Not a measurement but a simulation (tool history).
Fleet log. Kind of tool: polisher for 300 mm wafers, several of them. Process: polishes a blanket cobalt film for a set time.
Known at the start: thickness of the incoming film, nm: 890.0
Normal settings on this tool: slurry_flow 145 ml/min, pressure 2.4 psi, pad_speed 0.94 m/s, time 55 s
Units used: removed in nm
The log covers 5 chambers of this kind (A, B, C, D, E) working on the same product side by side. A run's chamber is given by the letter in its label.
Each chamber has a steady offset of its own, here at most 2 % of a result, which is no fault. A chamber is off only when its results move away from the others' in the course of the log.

run	hour	slurry_flow	pressure	pad_speed	time	removed
# hour 1: chamber E: worn pad replaced by a new one
1B	6.5	145	2.4	0.94	55	306.01
2A	12.4	145	2.4	0.94	55	293.03
3E	16.2	145	2.4	0.94	55	305.17
4D	20.1	145	2.4	0.94	55	301.98
# hour 21.2: chamber A: worn pad replaced by a new one
# hour 23.9: chamber B: slurry nozzle cleaned
5C	28.2	145	2.4	0.94	55	300.87
6E	32.6	145	2.4	0.94	55	301.52
7C	36.3	145	2.4	0.94	55	299.6
# hour 42.2: chamber E: worn pad replaced by a new one
8A	42.6	145	2.4	0.94	55	303.08
9D	48.5	145	2.4	0.94	55	301.87
10B	53.4	145	2.4	0.94	55	305.51
11E	57.3	145	3	1.06	55	428.38
12D	61.5	145	3	1.06	55	420.94
13A	68.3	145	3	1.06	55	417.49
# hour 72.4: chamber B: head pressure recalibrated
14C	72.6	145	3	1.06	55	417.29
# hour 74.5: chamber A: head pressure recalibrated
# hour 75: chamber E: worn pad replaced by a new one
# hour 75.3: chamber A: worn pad replaced by a new one
15B	79.8	145	3	1.06	55	418.8
# hour 81.2: chamber B: worn pad replaced by a new one
16A	83.4	145	2.4	0.94	55	300.86
17B	91	145	2.4	0.94	55	307.06
18D	97.3	145	2.4	0.94	55	288.1
# hour 102.5: chamber C: worn pad replaced by a new one
19E	105.6	145	2.4	0.94	55	304.35
# hour 109.7: chamber E: worn pad replaced by a new one
20C	112.2	170	2.4	0.8	55	256.05
# hour 115.5: chamber E: slurry nozzle cleaned
21A	119	170	2.4	0.8	55	264.23
22E	123.4	170	2.4	0.8	55	262.93
23B	130.5	170	2.4	0.8	55	263.92
# hour 131.5: chamber A: worn pad replaced by a new one
24D	135.8	170	2.4	0.8	55	243.17
25C	140.2	145	2.4	0.94	55	294.16
26E	147.1	145	2.4	0.94	55	303.45
# hour 151.6: chamber E: worn pad replaced by a new one
27A	153.6	145	2.4	0.94	55	302.95
# hour 160.3: chamber B: worn pad replaced by a new one
28B	161.3	145	2.4	0.94	55	302.12
29D	166.5	145	2.4	0.94	55	276.04
30C	174.3	145	2.4	1.22	68	479.31
31E	179.7	145	2.4	1.22	68	488.24
32B	185.3	145	2.4	1.22	68	484.75

One chamber off, gauge drift, or nothing amiss beyond the chambers' own small offsets? If it is a chamber, which one, and what is the likeliest cause?

Little by little, chamber D moves away from the other chambers.
Most likely cause: removal rate lost through wear of the pad, % = 12.4.
The log might look much the same if the cause were instead: slurry flow missing at the pad, %; head's pressure below its setpoint, %.

Here are 4 candidates for chamber D's next run, each the usual settings with a change, their results left as question marks. Which one brings its results back in line with what the others give on the usual settings?
In line here means within this much of the mean the other chambers give on the usual settings: removed 13 nm
33D-1	191.2	145	2.4	1.06	55	?
33D-2	191.2	145	2.4	0.94	57	?
33D-3	191.2	110	2.4	0.94	55	?
33D-4	191.2	145	2.4	0.94	48	?

Other chambers, usual settings, mean: removed 300.74 nm
run	removed
33D-1	302.5
33D-2	277.79
33D-3	253.1
33D-4	233.93
The right change is 33D-1: it brings the chamber back within the allowed miss of the others.
